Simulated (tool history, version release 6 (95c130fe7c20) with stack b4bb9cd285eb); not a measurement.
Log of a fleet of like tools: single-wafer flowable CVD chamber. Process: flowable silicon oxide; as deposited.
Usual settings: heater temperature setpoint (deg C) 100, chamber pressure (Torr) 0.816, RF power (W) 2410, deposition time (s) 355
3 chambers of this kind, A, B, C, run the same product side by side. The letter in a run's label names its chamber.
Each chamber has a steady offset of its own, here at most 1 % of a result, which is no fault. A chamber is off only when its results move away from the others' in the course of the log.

run   hour  heater temperature setpoint (deg C)  chamber pressure (Torr)  RF power (W)  deposition time (s)  read-back reference wafer on the same gauge, thickness_nm  mean film thickness on the monitor wafer (angstrom)
 1A   13.1                                  100                    0.816          2410                  355                                                        195                                               2286.7
 2C     26                                  100                    0.816          2410                  355                                                     194.93                                               2283.4
 3B     36                                  100                    0.816          2410                  355                                                     195.05                                               2272.6
 4B   48.9                                  100                    0.816          2410                  355                                                     195.06                                               2268.4
 5C   60.7                                  100                    0.816          2410                  355                                                     195.08                                               2287.4
 6A   76.5                                  100                    0.816          2410                  355                                                     194.99                                               2301.1
 7A   88.9                                  100                    0.816          2410                  355                                                     195.04                                               2293.4
 8C  103.1                                  100                    0.816          2410                  355                                                     195.02                                               2280.1
 9B  114.3                                  100                    0.816          2410                  355                                                     195.01                                               2281.7
10A  127.3                                   94                    0.816          2410                  422                                                     194.88                                                 3315
11C  143.1                                   94                    0.816          2410                  422                                                     195.14                                                 3310
     150.2  -- chamber C: RF generator calibrated
12B  158.4                                   94                    0.816          2410                  422                                                     194.96                                               3292.3
     161.2  -- chamber C: thermocouple changed; heater temperature recalibrated
13B  168.4                                  100                    0.816          2410                  355                                                     194.99                                               2275.2
14A  184.4                                  100                    0.877          2410                  355                                                     195.06                                               2513.5
15C  200.1                                  100                    0.877          2410                  355                                                     194.99                                               2521.5
16A    214                                  100                    0.877          2410                  355                                                     194.97                                               2521.8
17C  224.2                                  100                    0.894          2675                  355                                                     195.11                                               2602.5
18B  239.6                                  100                    0.894          2675                  355                                                     194.91                                               2570.3
19B  249.1                                  100                    0.894          2675                  355                                                     194.98                                               2575.3
20A  264.2                                  100                    0.636          2045                  355                                                     194.93                                               1590.8
21C  277.5                                  100                    0.636          2045                  355                                                     195.01                                               1589.4
22C  287.9                                  100                    0.636          2045                  355                                                     195.03                                               1590.9
23A  302.7                                  100                    0.816          2210                  355                                                     195.01                                               2262.9
24B  314.7                                  100                    0.816          2210                  355                                                     195.02                                               2224.9
25B    325                                  100                    0.816          2210                  355                                                     194.99                                                 2230
26C  337.1                                  100                    0.816          2410                  355                                                     194.98                                               2286.1
27A    346                                  100                    0.816          2410                  355                                                     194.96                                               2299.6
28B  362.2                                  100                    0.816          2410                  355                                                     195.02                                               2252.7
29C  376.3                                  100                    0.816          2410                  355                                                     194.95                                               2285.3
30A  384.3                                  100                    0.816          2410                  355                                                     194.93                                               2292.9
31C    393                                  100                    0.816          2410                  355                                                     195.08                                               2289.4
32A  402.3                                  100                    0.816          2410                  355                                                     194.95                                               2299.4
33B  409.7                                  100                    0.667          2410                  355                                                     194.99                                               1725.8
34C    418                                  100                    0.667          2410                  355                                                     194.93                                               1742.6
35A  427.2                                  100                    0.667          2410                  355                                                     194.99                                               1745.9
36B  439.9                                  100                    0.816          2410                  355                                                     195.07                                               2243.2

Is one chamber off against the others, does the gauge drift, or is nothing wrong? If a chamber is off, say which, and what the likeliest cause is.

Chamber B drifts away from the others.
Cause: delivered RF power below the setpoint (%) = 7.7.
The log may not tell that from: wafer temperature above the value expected at the setpoint (K); true pressure below the setpoint (%).

Here are 4 candidates for chamber B's next run, each the usual settings with a change, their results left as question marks. Which one brings its results back in line with what the others give on the usual settings?
In line means no further than this from the other chambers' mean on the usual settings: mean film thickness on the monitor wafer (angstrom) 18
37B-1  451.8                                  100                    0.816          2190                  355                                                                                                               ?
37B-2  451.8                                   99                    0.816          2410                  356                                                                                                               ?
37B-3  451.8                                  101                    0.816          2410                  355                                                                                                               ?
37B-4  451.8                                  100                    0.828          2415                  355                                                                                                               ?

The other chambers' mean on the usual settings: mean film thickness on the monitor wafer (angstrom) 2289.1
  run  mean film thickness on the monitor wafer (angstrom)
37B-1                                               2207.7
37B-2                                               2327.4
37B-3                                               2170.6
37B-4                                               2288.4
37B-4 brings the chamber back in line.

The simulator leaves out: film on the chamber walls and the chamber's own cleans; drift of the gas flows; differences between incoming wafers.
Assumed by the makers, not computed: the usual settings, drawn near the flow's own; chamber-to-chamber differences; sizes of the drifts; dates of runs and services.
